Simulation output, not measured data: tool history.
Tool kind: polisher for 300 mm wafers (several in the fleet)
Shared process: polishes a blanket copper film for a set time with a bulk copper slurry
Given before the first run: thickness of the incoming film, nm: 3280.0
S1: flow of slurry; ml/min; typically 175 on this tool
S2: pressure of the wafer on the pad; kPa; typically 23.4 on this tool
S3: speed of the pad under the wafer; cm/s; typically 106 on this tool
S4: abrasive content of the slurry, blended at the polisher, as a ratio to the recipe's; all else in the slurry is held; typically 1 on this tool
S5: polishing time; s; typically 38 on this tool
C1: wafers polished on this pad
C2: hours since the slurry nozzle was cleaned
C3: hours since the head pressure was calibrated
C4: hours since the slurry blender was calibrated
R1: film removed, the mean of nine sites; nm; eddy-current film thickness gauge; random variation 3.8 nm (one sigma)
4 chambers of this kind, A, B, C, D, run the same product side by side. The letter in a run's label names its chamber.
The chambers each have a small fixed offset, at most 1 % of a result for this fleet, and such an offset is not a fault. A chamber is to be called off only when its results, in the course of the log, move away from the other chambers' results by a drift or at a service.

run     day   S1    S2   S3  S4  S5    C1     C2      C3     C4      R1
 1C   0.579  175  23.4  106   1  38   241  904.7   244.9   66.2  387.26
      0.829  -- chamber B: head pressure recalibrated
 2D   1.025  175  23.4  106   1  38   250  214.1   315.5  278.0  384.34
      1.167  -- chamber C: slurry nozzle cleaned
 3A   1.683  175  23.4  106   1  38   873  325.7  1425.6  286.1  383.35
      2.088  -- chamber D: slurry blender recalibrated
 4B   2.275  175  23.4  106   1  38   907  187.6    34.7  204.5  383.90
      2.333  -- chamber B: slurry blender recalibrated
      2.342  -- chamber A: worn pad replaced by a new one
      2.754  -- chamber A: head pressure recalibrated
 5A   2.833  175  23.4  106   1  38    75  353.3     2.0  313.7  388.34
 6C   3.179  175  23.4  106   1  38   637   48.3   307.3  128.6  388.90
 7B   3.788  175  23.4  106   1  38  1137  223.9    71.0   34.9  381.76
 8D   4.133  175  23.4  106   1  38   724  288.7   390.1   49.1  392.24
 9A   4.446  175  23.4  106   1  38   320  392.0    40.7  352.4  386.47
10B   4.788  175  23.4  106   1  38  1289  247.9    95.0   58.9  374.21
11D   5.117  175  23.4  106   1  38   873  312.3   413.7   72.7  389.30
      5.162  -- chamber B: worn pad replaced by a new one
12C   5.762  175  23.4  106   1  38  1030  110.3   369.3  190.6  388.79
13B   6.400  175  23.4  106   1  38   188  286.6   133.7   97.6  381.44
14D   6.721  175  23.4  106   1  38  1118  350.8   452.2  111.2  392.04
15C   7.025  210  20.7  106   1  38  1222  140.6   399.6  220.9  354.68
      7.167  -- chamber B: slurry nozzle cleaned
      7.296  -- chamber A: slurry blender recalibrated
16A   7.633  210  20.7  106   1  38   806  468.5   117.2    8.2  354.24
17D   7.988  210  20.7  106   1  38  1310  381.2   482.6  141.6  355.50
      8.217  -- chamber A: worn pad replaced by a new one
      8.233  -- chamber D: worn pad replaced by a new one
      8.492  -- chamber C: worn pad replaced by a new one
18A   8.546  210  20.7  106   1  38    50  490.4   139.1   30.1  352.91
19C   9.183  230  20.7  106   1  38   105  192.4   451.4  272.7  354.10
20B   9.612  230  20.7  106   1  38   678   58.8   210.8  174.7  354.18
     10.058  -- chamber B: slurry blender recalibrated
21C  10.067  230  20.7  106   1  38   240  213.6   472.6  293.9  358.39
22B  10.650  230  20.7  106   1  38   836   83.7   235.7   14.2  350.85
23A  11.154  175  23.4  106   1  38   447  553.0   201.7   92.7  385.61
24D  11.612  175  23.4  106   1  38   514  468.2   569.6  228.6  406.29
25B  12.146  175  23.4  106   1  38  1063  119.6   271.6   50.1  389.44
     12.267  -- chamber D: slurry blender recalibrated
26D  12.429  175  23.4  106   1  38   639  487.8   589.2    4.0  405.05
     13.033  -- chamber A: slurry nozzle cleaned
27C  13.088  175  23.4  106   1  38   700  286.1   545.1  366.4  390.37
28A  13.608  175  23.4  106   1  38   821   13.8   260.6  151.6  389.51
     14.154  -- chamber B: worn pad replaced by a new one
29B  14.238  175  23.4  106   1  38    13  169.8   321.8  100.3  391.65

The same settings go to every chamber for the next run, one line per chamber below. Forecast the results for each:
30A  14.712  175  23.4  134   1  38                   ?
30B  14.712  175  23.4  134   1  38                   ?
30C  14.712  175  23.4  134   1  38                   ?
30D  14.712  175  23.4  134   1  38                   ?

run      R1
30A  486.55
30B  496.79
30C  486.46
30D  507.18

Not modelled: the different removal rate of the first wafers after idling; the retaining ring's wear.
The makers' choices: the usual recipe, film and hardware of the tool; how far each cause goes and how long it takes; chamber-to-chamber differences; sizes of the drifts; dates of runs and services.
